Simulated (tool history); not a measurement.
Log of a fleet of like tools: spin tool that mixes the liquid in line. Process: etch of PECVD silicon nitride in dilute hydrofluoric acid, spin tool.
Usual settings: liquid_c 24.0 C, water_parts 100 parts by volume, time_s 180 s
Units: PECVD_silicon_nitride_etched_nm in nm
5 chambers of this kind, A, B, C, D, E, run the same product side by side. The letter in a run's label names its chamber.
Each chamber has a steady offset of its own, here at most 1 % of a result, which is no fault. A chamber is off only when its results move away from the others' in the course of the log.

run,day,liquid_c,water_parts,time_s,"read-back film thickness of the PECVD silicon nitride reference wafer, read on the same gauge (nm)",PECVD_silicon_nitride_etched_nm
1A,0.317,24.0,100,180,69.993,9.0606
2B,0.608,24.0,100,180,69.996,9.0828
3D,0.838,24.0,100,180,70.009,8.9975
4E,1.179,24.0,100,180,70.025,9.3011
5C,1.496,24.0,100,180,70.016,9.2462
6D,1.804,24.0,100,215,70.032,10.8220
7E,1.996,24.0,100,215,69.995,11.2340
8A,2.262,24.0,100,215,70.014,10.7630
9C,2.604,24.0,100,215,69.999,10.7650
10B,2.846,24.0,100,215,70.025,10.8330
11B,3.208,24.0,100,180,69.986,9.0605
12D,3.421,24.0,100,180,70.034,9.0674
13A,3.612,24.0,100,180,69.997,9.0930
14C,3.946,24.0,100,180,69.989,9.2124
15E,4.200,24.0,100,180,70.036,9.3811
16D,4.512,24.0,100,180,70.009,8.9872
17E,4.679,24.0,100,180,69.974,9.3532
18B,4.929,24.0,100,180,69.978,8.8715
19C,5.246,24.0,100,180,69.980,9.1193
20A,5.483,24.0,100,180,70.008,9.4785
21C,5.792,24.0,100,180,70.011,9.1732
22E,6.158,24.0,100,180,70.002,9.2357
23A,6.388,24.0,100,180,70.003,9.6709
24B,6.700,21.5,100,180,69.983,7.6773
25D,6.900,21.5,100,180,70.014,7.5698
26B,7.200,21.5,100,180,70.014,7.6498
27A,7.533,21.5,100,180,70.012,8.4495
28E,7.838,21.5,100,180,69.980,7.7909
29D,8.146,24.0,100,95,69.981,4.7767
30C,8.396,24.0,100,95,69.997,4.8492
31B,8.633,24.0,100,95,70.000,4.8403

Is one chamber off against the others, does the gauge drift, or is nothing wrong? If a chamber is off, say which, and what the likeliest cause is.

Chamber A drifts away from the others.
Cause: liquid hotter than its thermometer reads (K) = 1.67.
The log may not tell that from: hydrofluoric acid flow above the setpoint (%).

Here are 4 candidates for chamber A's next run, each the usual settings with a change, their results left as question marks. Which one brings its results back in line with what the others give on the usual settings?
In line means no further than this from the other chambers' mean on the usual settings: PECVD_silicon_nitride_etched_nm 0.3100 nm
32A-1,8.900,23.5,100,180,,?
32A-2,8.900,24.0,105,170,,?
32A-3,8.900,24.0,95,190,,?
32A-4,8.900,24.0,100,190,,?

The other chambers' mean on the usual settings: PECVD_silicon_nitride_etched_nm 9.1126 nm
run,PECVD_silicon_nitride_etched_nm
32A-1,9.7878
32A-2,9.0918
32A-3,11.2400
32A-4,10.6740
32A-2 brings the chamber back in line.
